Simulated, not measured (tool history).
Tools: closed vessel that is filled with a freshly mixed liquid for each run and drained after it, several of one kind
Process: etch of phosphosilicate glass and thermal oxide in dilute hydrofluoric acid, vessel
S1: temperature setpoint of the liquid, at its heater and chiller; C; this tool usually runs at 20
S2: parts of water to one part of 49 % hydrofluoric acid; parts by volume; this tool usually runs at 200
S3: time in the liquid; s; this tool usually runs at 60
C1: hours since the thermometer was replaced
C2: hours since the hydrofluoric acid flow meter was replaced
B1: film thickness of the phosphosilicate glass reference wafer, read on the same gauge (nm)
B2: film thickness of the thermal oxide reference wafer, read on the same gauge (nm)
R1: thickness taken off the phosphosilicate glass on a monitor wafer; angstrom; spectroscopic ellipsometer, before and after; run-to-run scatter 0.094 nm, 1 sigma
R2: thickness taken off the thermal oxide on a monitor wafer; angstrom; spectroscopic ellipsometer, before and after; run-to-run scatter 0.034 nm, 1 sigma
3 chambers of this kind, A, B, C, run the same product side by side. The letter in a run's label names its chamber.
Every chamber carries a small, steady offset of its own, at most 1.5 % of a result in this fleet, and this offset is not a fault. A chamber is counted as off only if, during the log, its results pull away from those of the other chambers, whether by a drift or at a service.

run,hour,S1,S2,S3,C1,C2,B1,B2,R1,R2
1B,12.3,20,200,60,255.8,327.3,40.009,30.015,171.08,11.1630
2C,23.4,20,200,60,30.3,1171.4,40.009,30.006,173.09,10.5510
3A,31.4,20,200,60,191.3,701.7,40.003,30.029,174.12,11.3980
4B,40.0,20,200,60,283.5,355.0,40.035,30.040,171.73,11.1350
5A,54.2,20,200,60,214.1,724.5,40.043,30.001,174.13,10.8300
# hour 58.2: chamber C: hydrofluoric acid flow meter replaced
6C,68.7,20,200,60,75.6,10.5,40.003,30.006,171.25,11.0600
7C,76.4,17,200,45,83.3,18.2,39.991,29.995,114.29,7.3939
8A,83.5,17,200,45,243.4,753.8,40.009,30.020,115.58,7.7654
9B,94.6,17,200,45,338.1,409.6,39.994,30.005,113.28,7.3900
10A,102.0,20,200,60,261.9,772.3,39.968,30.012,174.76,11.3410
11B,112.9,20,200,60,356.4,427.9,40.034,29.981,171.65,10.8420
12C,129.3,20,200,60,136.2,71.1,40.005,29.980,171.61,11.1130
13A,136.7,20,200,60,296.6,807.0,39.964,30.042,174.63,11.3270
14B,147.8,20,200,60,391.3,462.8,40.017,29.987,171.52,10.7650
15C,159.7,20,200,60,166.6,101.5,40.005,29.980,171.33,11.0480
16C,172.3,17,200,60,179.2,114.1,40.016,30.003,153.68,9.8528
17A,182.0,17,200,60,341.9,852.3,39.956,29.985,153.18,9.7066
18B,196.0,17,200,60,439.5,511.0,39.994,29.987,154.08,9.9636
19A,203.8,20,200,60,363.7,874.1,39.983,29.999,173.97,10.5910
20B,219.1,20,200,60,462.6,534.1,39.976,30.007,172.24,10.6490
21C,233.2,20,200,60,240.1,175.0,40.004,29.981,170.00,10.9860
22B,247.2,20,200,60,490.7,562.2,40.040,30.004,172.15,11.4930
23C,257.8,20,200,60,264.7,199.6,39.968,30.040,171.49,11.5690
24A,272.2,20,200,60,432.1,942.5,39.996,30.009,172.31,10.7970
25C,280.0,20,200,60,286.9,221.8,39.994,30.016,172.20,10.5240
26A,293.9,20,200,60,453.8,964.2,40.020,29.985,172.08,11.0350
27B,303.4,20,200,60,546.9,618.4,39.996,30.005,171.49,10.9620
28A,319.8,20,200,60,479.7,990.1,39.997,30.017,172.88,11.1970
29B,335.1,20,200,60,578.6,650.1,39.990,29.978,171.31,11.2870
30C,348.6,20,200,60,355.5,290.4,40.002,30.017,172.27,10.5830
31A,362.7,20,200,60,522.6,1033.0,40.004,29.988,172.07,11.3040

Each of the 3 chambers runs these same settings next. Fill in every chamber's results:
32A,374.5,20,200,60,,,,,?,?
32B,374.5,20,200,60,,,,,?,?
32C,374.5,20,200,60,,,,,?,?

run,R1,R2
32A,173.96,11.3280
32B,173.36,11.2500
32C,171.16,10.2910
